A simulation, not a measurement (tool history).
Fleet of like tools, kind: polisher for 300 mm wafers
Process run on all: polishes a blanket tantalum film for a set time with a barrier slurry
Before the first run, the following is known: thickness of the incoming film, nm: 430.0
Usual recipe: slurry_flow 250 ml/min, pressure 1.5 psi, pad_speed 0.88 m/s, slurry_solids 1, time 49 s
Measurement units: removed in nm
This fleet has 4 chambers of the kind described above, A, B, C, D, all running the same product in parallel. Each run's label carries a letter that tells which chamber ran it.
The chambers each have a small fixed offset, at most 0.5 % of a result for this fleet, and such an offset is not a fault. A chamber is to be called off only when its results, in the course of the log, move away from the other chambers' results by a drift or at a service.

run,hour,slurry_flow,pressure,pad_speed,slurry_solids,time,wafers polished on this pad,hours since the slurry nozzle was cleaned,hours since the head pressure was calibrated,hours since the slurry blender was calibrated,removed
1A,4.8,250,1.5,0.88,1,49,1031,440.8,1215.1,227.5,44.547
# hour 9.4: chamber A: slurry nozzle cleaned
2C,9.8,250,1.5,0.88,1,49,833,62.7,74.3,121.9,43.809
3B,13.7,250,1.5,0.88,1,49,720,102.6,159.7,91.4,44.28
4D,17,250,1.5,0.88,1,49,658,468.2,606.1,23,43.362
# hour 18.5: chamber B: worn pad replaced by a new one
# hour 18.8: chamber D: slurry nozzle cleaned
5B,20.6,305,1.5,0.88,1.15,49,22,109.5,166.6,98.3,46.808
6A,24.3,305,1.5,0.88,1.15,49,1242,14.9,1234.6,247,46.094
7C,29.5,305,1.5,0.88,1.15,49,1046,82.4,94,141.6,46.982
8D,34.4,305,1.5,0.88,1.15,49,846,15.6,623.5,40.4,45.439
9D,39.7,250,1.5,0.88,1,49,903,20.9,628.8,45.7,43.987
10B,42.1,250,1.5,0.88,1,49,255,131,188.1,119.8,43.414
11A,46.5,250,1.5,0.88,1,49,1481,37.1,1256.8,269.2,43.846
12C,48.9,250,1.5,0.88,1,49,1256,101.8,113.4,161,43.858
# hour 50.8: chamber A: worn pad replaced by a new one
# hour 50.9: chamber C: worn pad replaced by a new one
13A,51.8,250,1.5,0.88,1,49,11,42.4,1262.1,274.5,42.877
# hour 55.2: chamber A: head pressure recalibrated
14D,56.7,250,1.5,0.88,1,42,1087,37.9,645.8,62.7,35.971
15C,61.3,250,1.5,0.88,1,42,113,114.2,125.8,173.4,37.447
16B,66.5,250,1.5,0.88,1,42,518,155.4,212.5,144.2,37.806
17B,69.5,250,1.5,0.88,1,42,551,158.4,215.5,147.2,36.66
18C,72.5,320,1.3,0.88,1,49,234,125.4,137,184.6,39.138
19D,77.1,320,1.3,0.88,1,49,1307,58.3,666.2,83.1,37.189
20A,80.1,320,1.3,0.88,1,49,317,70.7,24.9,302.8,39.362
21B,82.9,320,1.3,0.88,1,49,695,171.8,228.9,160.6,39.056
22A,86.5,190,1.5,0.88,1.1,49,386,77.1,31.3,309.2,43.195
23D,89.2,190,1.5,0.88,1.1,49,1438,70.4,678.3,95.2,40.37
24C,92.2,190,1.5,0.88,1.1,49,446,145.1,156.7,204.3,43.36
# hour 93.2: chamber B: worn pad replaced by a new one
25D,94.7,190,1.5,0.88,1.1,49,1497,75.9,683.8,100.7,40.695
26A,99,250,1.5,0.88,1,49,521,89.6,43.8,321.7,44.363
27B,102.1,250,1.5,0.88,1,49,96,191,248.1,179.8,44.293
28C,105.6,250,1.5,0.88,0.75,49,591,158.5,170.1,217.7,39.659
29A,107.9,250,1.5,0.88,0.75,49,617,98.5,52.7,330.6,39.8
30B,110.7,250,1.5,0.88,0.75,49,189,199.6,256.7,188.4,39.767
31D,114.4,250,1.5,0.88,0.75,49,1710,95.6,703.5,120.4,37.299
32C,116.9,250,1.5,0.88,1,49,713,169.8,181.4,229,43.281
33A,121.1,250,1.5,0.88,1,49,760,111.7,65.9,343.8,44.085
34C,124.9,250,1.5,0.88,1,49,800,177.8,189.4,237,42.83
35D,129.1,250,1.5,0.88,1,49,1869,110.3,718.2,135.1,39.023
36B,132.3,250,1.5,0.88,1,49,423,221.2,278.3,210,42.997
37D,136.8,250,1.5,0.88,1,49,1952,118,725.9,142.8,40.509
38C,141.6,250,1.5,0.88,1,49,980,194.5,206.1,253.7,44.018
39B,144.3,250,1.5,0.88,1,49,552,233.2,290.3,222,43.143
40A,147.3,250,1.5,0.88,1,49,1043,137.9,92.1,370,43.877
41A,149.6,250,1.2,0.88,1,63,1068,140.2,94.4,372.3,44.626
42D,154.5,250,1.2,0.88,1,63,2143,135.7,743.6,160.5,40.58

Is one chamber off against the others, does the gauge drift, or is nothing wrong? If a chamber is off, say which, and what the likeliest cause is.

It is chamber D that slowly wanders off from its peers.
Likeliest cause: removal rate lost through wear of the pad, % = 11.6.
The log might look much the same if the cause were instead: head's pressure below its setpoint, %; abrasive missing from the slurry, %.

Chamber D could run next with any of the 4 candidate recipes listed below; each alters the usual settings, and their results appear as question marks. Which one brings its results back in line with what the other chambers deliver on the usual settings?
In-line tolerance around the mean of the other chambers on the usual settings: removed 1.8 nm
43D-1,158.4,250,1.5,0.94,1,52,,,,,?
43D-2,158.4,250,1.4,0.82,1,45,,,,,?
43D-3,158.4,250,1.7,0.88,1,54,,,,,?
43D-4,158.4,250,1.5,0.88,1,44,,,,,?

Mean of the other chambers on the usual settings: removed 43.782 nm
run,removed
43D-1,44.022
43D-2,31.066
43D-3,48.429
43D-4,34.88
Change 43D-1 lands the chamber within the allowed miss of the other chambers.
